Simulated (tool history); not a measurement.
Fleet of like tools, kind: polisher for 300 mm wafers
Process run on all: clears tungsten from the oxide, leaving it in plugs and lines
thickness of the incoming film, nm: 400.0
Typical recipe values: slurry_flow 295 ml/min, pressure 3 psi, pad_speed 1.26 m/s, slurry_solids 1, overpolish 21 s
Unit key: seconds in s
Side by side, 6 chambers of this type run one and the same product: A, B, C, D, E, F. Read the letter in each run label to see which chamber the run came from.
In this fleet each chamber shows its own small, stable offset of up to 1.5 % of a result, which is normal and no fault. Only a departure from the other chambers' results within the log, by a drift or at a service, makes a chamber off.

run   hour  slurry_flow  pressure  pad_speed  slurry_solids  overpolish  seconds
 1E      6          295         3       1.26              1          21   93.514
      10.2  -- chamber D: slurry blender recalibrated
 2D   12.6          295         3       1.26              1          21   92.515
        17  -- chamber C: slurry nozzle cleaned
 3B   19.2          295         3       1.26              1          21   94.006
      23.6  -- chamber F: slurry tank refilled with fresh slurry and peroxide
      23.9  -- chamber D: slurry tank refilled with fresh slurry and peroxide
 4F   25.5          295         3       1.26              1          21   92.685
        30  -- chamber A: worn pad replaced by a new one
 5C   36.2          295         3       1.26              1          21   92.354
 6A     42          295         3       1.26              1          21   91.623
      46.1  -- chamber C: slurry blender recalibrated
 7A   47.3          295         3       1.26              1          21   94.242
      50.3  -- chamber F: worn pad replaced by a new one
 8D   54.7          295         3       1.26              1          21   92.571
      57.3  -- chamber B: slurry tank refilled with fresh slurry and peroxide
      58.7  -- chamber A: slurry tank refilled with fresh slurry and peroxide
 9C   62.6          295         3       1.26              1          21   93.203
      65.6  -- chamber B: worn pad replaced by a new one
        66  -- chamber C: slurry tank refilled with fresh slurry and peroxide
10E   67.5          230         3       1.26           1.25          21   90.066
11B   72.9          230         3       1.26           1.25          21   91.255
      78.2  -- chamber E: worn pad replaced by a new one
12F   79.7          230         3       1.26           1.25          21   90.393
13B   89.6          230         3       1.26           1.25          21   90.811
14D   95.3          230         3       1.26           1.25          21   89.686
      97.6  -- chamber D: slurry tank refilled with fresh slurry and peroxide
     105.4  -- chamber A: slurry nozzle cleaned
15E  105.8          230         3       1.26           1.25          21   88.365
       107  -- chamber D: worn pad replaced by a new one
     109.8  -- chamber A: slurry blender recalibrated
     112.1  -- chamber F: slurry tank refilled with fresh slurry and peroxide
16C  112.5          295         3       1.26              1          21   93.508
17F  121.6          295         3       1.26              1          21   91.787
18A  127.9          295         3       1.26              1          21   92.788
     129.6  -- chamber A: slurry tank refilled with fresh slurry and peroxide
19E  137.8          295         3       1.26            1.2          21   91.498
20D  147.9          295         3       1.26            1.2          21   86.004
21F    157          295         3       1.26            1.2          21   86.715
     158.3  -- chamber B: slurry tank refilled with fresh slurry and peroxide
     159.2  -- chamber F: worn pad replaced by a new one
22C    163          295         3       1.26            1.2          21   90.655
     164.8  -- chamber B: worn pad replaced by a new one
23A  169.2          295         3       1.26            1.2          21   89.512
     173.9  -- chamber D: slurry tank refilled with fresh slurry and peroxide
24B  176.8          295         3       1.26            1.2          21   89.282
25E  181.8          295         3       1.26              1          21   97.741
26C    189          295         3       1.26              1          21   93.234
     190.4  -- chamber E: worn pad replaced by a new one
27F  193.9          295         3       1.26              1          21   91.874
28A  198.7          295         3       1.26              1          21   93.488
     204.8  -- chamber A: slurry tank refilled with fresh slurry and peroxide
     205.5  -- chamber D: slurry blender recalibrated
29B  207.1          295       3.5       1.26              1          13   80.085
30D  213.2          295       3.5       1.26              1          13   80.798
     216.9  -- chamber C: worn pad replaced by a new one
     222.4  -- chamber F: slurry tank refilled with fresh slurry and peroxide
31C  222.7          295       3.5       1.26              1          13   80.465
32B  230.6          295       3.5       1.26              1          13   80.664
     230.8  -- chamber D: worn pad replaced by a new one
33E  237.7          295       3.5       1.26              1          13   88.609
       245  -- chamber A: worn pad replaced by a new one
     245.7  -- chamber D: slurry tank refilled with fresh slurry and peroxide
34A  246.7          295       3.5       1.26              1          13   78.592
     254.6  -- chamber F: worn pad replaced by a new one
35F  255.1          295         3       1.26              1          21   94.716
36D  263.6          295         3       1.26              1          21   91.082
37D  272.3          295         3       1.26              1          26    91.46

What goes on in this fleet: one chamber off, a drifting gauge, or nothing beyond the chambers' own small offsets? Name the chamber and the cause, if any.

One chamber, E, drifts off from the rest bit by bit.
What lies behind it: peroxide lost from the slurry, % = 27.7.
Not necessarily distinguishable in this log from: head's pressure below its setpoint, %.

Here are 4 candidates for chamber E's next run, each the usual settings with a change, their results left as question marks. Which one brings its results back in line with what the others give on the usual settings?
Counts as in line when no further than this from what the other chambers average on the usual settings: seconds 4.2 s
38E-1  280.1          295       2.8       1.18              1          21        ?
38E-2  280.1          295       3.2       1.34              1          21        ?
38E-3  280.1          295       3.1        1.3              1          21        ?
38E-4  280.1          175         3       1.26              1          21        ?

Average result of the remaining chambers running the usual settings: seconds 92.929 s
  run  seconds
38E-1    121.2
38E-2   93.659
38E-3    99.59
38E-4   113.06
Change 38E-2 lands the chamber within the allowed miss of the other chambers.

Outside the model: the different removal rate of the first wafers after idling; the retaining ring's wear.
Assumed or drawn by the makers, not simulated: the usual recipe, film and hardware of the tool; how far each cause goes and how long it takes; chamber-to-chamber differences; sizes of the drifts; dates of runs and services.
